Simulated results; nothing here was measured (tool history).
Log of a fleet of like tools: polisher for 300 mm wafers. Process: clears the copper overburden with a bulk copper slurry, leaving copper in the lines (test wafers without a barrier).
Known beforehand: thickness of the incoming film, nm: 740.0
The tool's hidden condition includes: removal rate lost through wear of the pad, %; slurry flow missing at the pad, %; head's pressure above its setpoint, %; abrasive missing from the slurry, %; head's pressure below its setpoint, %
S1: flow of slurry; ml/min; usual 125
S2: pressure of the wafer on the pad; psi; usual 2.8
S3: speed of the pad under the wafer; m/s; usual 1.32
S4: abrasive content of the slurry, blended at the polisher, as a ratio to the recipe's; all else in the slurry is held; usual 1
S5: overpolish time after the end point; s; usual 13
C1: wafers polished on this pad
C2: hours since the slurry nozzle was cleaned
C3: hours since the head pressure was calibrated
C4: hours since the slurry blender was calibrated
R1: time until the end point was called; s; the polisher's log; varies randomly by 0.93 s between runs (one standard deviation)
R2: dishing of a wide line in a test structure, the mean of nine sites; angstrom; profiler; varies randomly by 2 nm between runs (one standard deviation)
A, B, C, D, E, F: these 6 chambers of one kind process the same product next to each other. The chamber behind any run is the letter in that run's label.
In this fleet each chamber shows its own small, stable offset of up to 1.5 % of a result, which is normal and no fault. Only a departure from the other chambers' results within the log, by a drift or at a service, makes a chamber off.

run	hour	S1	S2	S3	S4	S5	C1	C2	C3	C4	R1	R2
1D	5	125	2.8	1.32	1	13	325	27.6	14.5	14.5	57.084	901.66
# hour 7.3: chamber B: worn pad replaced by a new one
2A	9.8	125	2.8	1.32	1	13	431	28	870.2	226.6	57.893	925.55
# hour 15.2: chamber E: slurry blender recalibrated
3C	15.5	125	2.8	1.32	1	13	1032	584.9	395.4	49.6	58.621	914.36
4F	23.5	125	2.8	1.32	1	13	654	208.3	293.3	241.2	56.57	919.68
5E	29.9	125	2.8	1.32	1	13	537	209	311.4	14.8	56.366	886.52
# hour 30.4: chamber F: worn pad replaced by a new one
# hour 30.7: chamber A: worn pad replaced by a new one
# hour 32.5: chamber D: worn pad replaced by a new one
# hour 34.9: chamber E: worn pad replaced by a new one
6B	36.9	125	2.8	1.32	1	13	355	50.1	200.6	109.4	59.001	895.41
7C	44.7	125	2.8	1.32	1	13	1382	614.1	424.6	78.8	57.111	919.15
8D	51.4	125	2.8	1.32	1	13	227	74	60.9	60.9	58.032	938.69
9B	55.7	125	2.8	1.32	1	13	580	68.9	219.4	128.2	59.021	953.11
# hour 59.6: chamber C: worn pad replaced by a new one
10A	61.2	125	2.8	1.32	1	13	366	79.4	921.6	278	55.437	922.22
11E	70.4	125	2.8	1.32	1	13	426	249.5	351.9	55.3	57.716	933.86
# hour 79.5: chamber A: head pressure recalibrated
# hour 79.7: chamber F: worn pad replaced by a new one
12F	80	125	2.8	1.32	1	13	4	264.8	349.8	297.7	56.674	956.93
# hour 85.9: chamber A: worn pad replaced by a new one
# hour 88: chamber D: worn pad replaced by a new one
13B	89.4	155	2.8	1.32	1	13	984	102.6	253.1	161.9	55.447	967.73
# hour 90.2: chamber E: worn pad replaced by a new one
14F	96.1	155	2.8	1.32	1	13	197	280.9	365.9	313.8	53.992	968.78
# hour 101.7: chamber B: worn pad replaced by a new one
15E	105.2	155	2.8	1.32	1	13	179	284.3	386.7	90.1	56.221	936.99
16D	110.9	155	2.8	1.32	1	13	275	133.5	120.4	120.4	52.844	958.78
17A	116.3	155	2.8	1.32	1	13	365	134.5	36.9	333.1	54.453	924.85
18C	124.3	155	2.8	1.32	1	13	776	693.7	504.2	158.4	54.393	924.12
# hour 125.4: chamber D: slurry blender recalibrated
19B	131.7	125	2.8	1.32	1.1	13	360	144.9	295.4	204.2	56.517	912.81
20F	137.3	125	2.8	1.32	1.1	13	691	322.1	407.1	355	56.306	936.7
# hour 138.3: chamber E: worn pad replaced by a new one
# hour 140.6: chamber D: worn pad replaced by a new one
# hour 141.9: chamber F: worn pad replaced by a new one
21C	142.3	125	2.8	1.32	1.1	13	991	711.7	522.2	176.4	54.701	943.16
# hour 146.7: chamber A: worn pad replaced by a new one
# hour 150.5: chamber E: slurry nozzle cleaned
22D	151.3	125	2.8	1.32	1.1	13	128	173.9	160.8	25.9	57.237	935.41
23A	157.5	125	2.8	1.32	1.1	13	130	175.7	78.1	374.3	55.994	947.05
# hour 160.4: chamber B: slurry blender recalibrated
# hour 162: chamber F: slurry nozzle cleaned
24E	162.8	125	2.8	1.32	1.1	13	294	12.4	444.3	147.7	56.518	919.33
25B	170.5	125	2.8	1.32	1	13	825	183.7	334.2	10.2	56.646	960.35
26E	180.4	125	2.8	1.32	1	13	505	30	461.9	165.3	57.227	924.3
# hour 181.3: chamber C: worn pad replaced by a new one
# hour 184.1: chamber B: slurry nozzle cleaned
# hour 185.1: chamber A: slurry blender recalibrated
27C	186.9	95	1.9	1.32	1	13	67	756.3	566.8	221	89.345	632.86
# hour 189.3: chamber B: worn pad replaced by a new one
# hour 189.9: chamber C: slurry nozzle cleaned
# hour 195.5: chamber A: worn pad replaced by a new one
28F	195.8	95	1.9	1.32	1	13	646	33.8	465.6	413.5	90.263	649
# hour 197.7: chamber D: worn pad replaced by a new one
# hour 199.1: chamber F: worn pad replaced by a new one
# hour 199.8: chamber E: worn pad replaced by a new one
29A	203.8	95	1.9	1.32	1	13	99	222	124.4	18.8	92.078	656.72
30D	208.6	95	1.9	1.32	1	13	131	231.2	218.1	83.2	91.852	625.28
31B	216.2	95	1.9	1.32	1	13	322	32.1	379.9	55.9	88.92	642.83
32A	225.6	95	1.9	1.32	1	13	360	243.8	146.2	40.6	90.059	636.1
# hour 227.3: chamber F: slurry blender recalibrated
33E	233	125	2.8	1.32	1	13	398	82.6	514.5	217.9	56.41	968.84
34D	240	125	2.8	1.32	1	13	507	262.6	249.5	114.6	56.918	906.42
35C	244.6	125	2.8	1.32	1	13	759	54.7	624.5	278.7	56.053	926.53
# hour 247.8: chamber D: worn pad replaced by a new one
36F	249.7	125	2.8	1.32	1	10	607	87.7	519.5	22.4	58.188	768.8
37D	257.2	125	2.8	1.32	1	10	113	279.8	266.7	131.8	58.379	761.64
# hour 259.2: chamber E: worn pad replaced by a new one
# hour 261.4: chamber F: worn pad replaced by a new one
38F	266.4	125	2.8	1.32	1	10	60	104.4	536.2	39.1	58.591	765.38
39C	272	125	2.8	1.32	1	10	1087	82.1	651.9	306.1	57.818	761.86
40E	278.4	125	2.8	1.32	1	10	230	128	559.9	263.3	58.58	766.52

For the next run the whole fleet of 6 chambers uses the same settings. Give each chamber's results:
41A	285.5	125	2.8	1.32	1	13					?	?
41B	285.5	125	2.8	1.32	1	13					?	?
41C	285.5	125	2.8	1.32	1	13					?	?
41D	285.5	125	2.8	1.32	1	13					?	?
41E	285.5	125	2.8	1.32	1	13					?	?
41F	285.5	125	2.8	1.32	1	13					?	?

run	R1	R2
41A	59.002	929.13
41B	58.457	921.31
41C	56.587	955.13
41D	55.496	906.34
41E	57.122	910.73
41F	58.875	930.21
